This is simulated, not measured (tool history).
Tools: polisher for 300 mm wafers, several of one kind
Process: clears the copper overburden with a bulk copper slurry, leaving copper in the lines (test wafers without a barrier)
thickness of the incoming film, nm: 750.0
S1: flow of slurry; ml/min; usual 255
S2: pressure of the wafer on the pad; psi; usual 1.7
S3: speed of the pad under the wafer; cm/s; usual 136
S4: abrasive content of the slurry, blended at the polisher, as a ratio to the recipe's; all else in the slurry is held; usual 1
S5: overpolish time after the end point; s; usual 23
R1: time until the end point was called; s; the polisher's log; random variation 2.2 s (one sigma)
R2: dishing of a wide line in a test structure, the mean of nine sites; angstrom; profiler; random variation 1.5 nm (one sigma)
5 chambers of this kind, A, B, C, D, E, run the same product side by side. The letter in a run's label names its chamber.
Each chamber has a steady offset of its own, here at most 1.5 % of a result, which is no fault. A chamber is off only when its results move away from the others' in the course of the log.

| run | hour | S1 | S2 | S3 | S4 | S5 | R1 | R2 |
|---|---|---|---|---|---|---|---|---|
|  | 3.7 | chamber A: worn pad replaced by a new one |
| 1D | 7.7 | 255 | 1.7 | 136 | 1 | 23 | 112.00 | 651.07 |
| 2C | 12.1 | 255 | 1.7 | 136 | 1 | 23 | 115.66 | 692.73 |
| 3B | 16.6 | 255 | 1.7 | 136 | 1 | 23 | 116.08 | 682.19 |
| 4E | 20.8 | 255 | 1.7 | 136 | 1 | 23 | 117.84 | 672.40 |
| 5A | 26.8 | 255 | 1.7 | 136 | 1 | 23 | 114.12 | 677.83 |
|  | 28.9 | chamber D: worn pad replaced by a new one |
| 6E | 33.7 | 255 | 1.7 | 136 | 1 | 23 | 111.79 | 679.33 |
| 7B | 39.0 | 255 | 1.7 | 136 | 1 | 23 | 108.49 | 684.67 |
|  | 42.9 | chamber D: slurry blender recalibrated |
| 8C | 47.1 | 255 | 1.7 | 136 | 1 | 23 | 113.78 | 641.61 |
| 9A | 53.6 | 255 | 1.7 | 136 | 1 | 23 | 117.67 | 650.24 |
|  | 57.2 | chamber A: head pressure recalibrated |
|  | 61.7 | chamber C: slurry blender recalibrated |
|  | 61.8 | chamber E: worn pad replaced by a new one |
| 10D | 61.8 | 255 | 1.7 | 136 | 1 | 28 | 112.32 | 748.53 |
| 11D | 69.5 | 255 | 1.7 | 136 | 1 | 28 | 114.35 | 740.14 |
| 12A | 78.7 | 255 | 1.7 | 136 | 1 | 28 | 115.89 | 725.26 |
|  | 83.7 | chamber E: slurry blender recalibrated |
| 13C | 84.6 | 255 | 1.7 | 136 | 1 | 28 | 113.91 | 713.45 |
|  | 87.3 | chamber A: slurry blender recalibrated |
| 14B | 89.3 | 255 | 1.7 | 136 | 1 | 28 | 113.65 | 750.42 |
| 15E | 98.4 | 255 | 1.7 | 136 | 1 | 23 | 115.31 | 690.14 |
| 16A | 106.6 | 255 | 1.2 | 100 | 1 | 23 | 221.85 | 415.91 |
|  | 107.4 | chamber B: slurry nozzle cleaned |
|  | 109.8 | chamber C: worn pad replaced by a new one |
| 17B | 112.3 | 255 | 1.2 | 100 | 1 | 23 | 221.80 | 419.70 |
|  | 119.5 | chamber B: worn pad replaced by a new one |
| 18E | 120.3 | 255 | 1.2 | 100 | 1 | 23 | 231.16 | 451.00 |
| 19D | 126.7 | 255 | 1.2 | 100 | 1 | 23 | 215.22 | 444.90 |
| 20C | 131.1 | 255 | 1.2 | 100 | 1 | 23 | 216.86 | 416.01 |
| 21B | 139.5 | 255 | 1.7 | 136 | 1 | 23 | 110.98 | 667.33 |
| 22C | 147.4 | 255 | 1.7 | 136 | 1 | 23 | 111.91 | 671.37 |
| 23E | 151.9 | 255 | 1.7 | 136 | 1 | 23 | 113.60 | 697.60 |
| 24D | 160.6 | 255 | 1.7 | 136 | 1 | 23 | 115.88 | 685.20 |
|  | 166.4 | chamber B: slurry blender recalibrated |
| 25A | 167.0 | 255 | 1.7 | 136 | 1 | 23 | 113.40 | 679.69 |
|  | 171.8 | chamber A: worn pad replaced by a new one |
| 26D | 173.6 | 255 | 1.7 | 136 | 1 | 23 | 113.69 | 679.09 |
| 27C | 182.0 | 255 | 1.7 | 136 | 1 | 23 | 113.68 | 645.60 |
| 28A | 189.7 | 255 | 1.7 | 136 | 1 | 23 | 115.17 | 671.20 |
| 29B | 194.8 | 255 | 1.7 | 136 | 1 | 23 | 112.98 | 637.73 |
| 30E | 203.3 | 255 | 1.7 | 136 | 1 | 23 | 115.06 | 679.42 |
| 31C | 211.6 | 255 | 1.7 | 136 | 1 | 23 | 109.89 | 663.34 |
| 32D | 218.7 | 255 | 1.7 | 136 | 1 | 31 | 111.14 | 718.53 |
| 33A | 224.6 | 255 | 1.7 | 136 | 1 | 31 | 116.64 | 767.96 |

All 5 chambers run these settings next. Forecast each chamber's results:
| 34A | 231.3 | 255 | 1.7 | 136 | 1 | 23 | ? | ? |
| 34B | 231.3 | 255 | 1.7 | 136 | 1 | 23 | ? | ? |
| 34C | 231.3 | 255 | 1.7 | 136 | 1 | 23 | ? | ? |
| 34D | 231.3 | 255 | 1.7 | 136 | 1 | 23 | ? | ? |
| 34E | 231.3 | 255 | 1.7 | 136 | 1 | 23 | ? | ? |

| run | R1 | R2 |
|---|---|---|
| 34A | 114.41 | 666.83 |
| 34B | 112.77 | 650.69 |
| 34C | 114.98 | 686.01 |
| 34D | 113.05 | 655.56 |
| 34E | 118.34 | 658.37 |
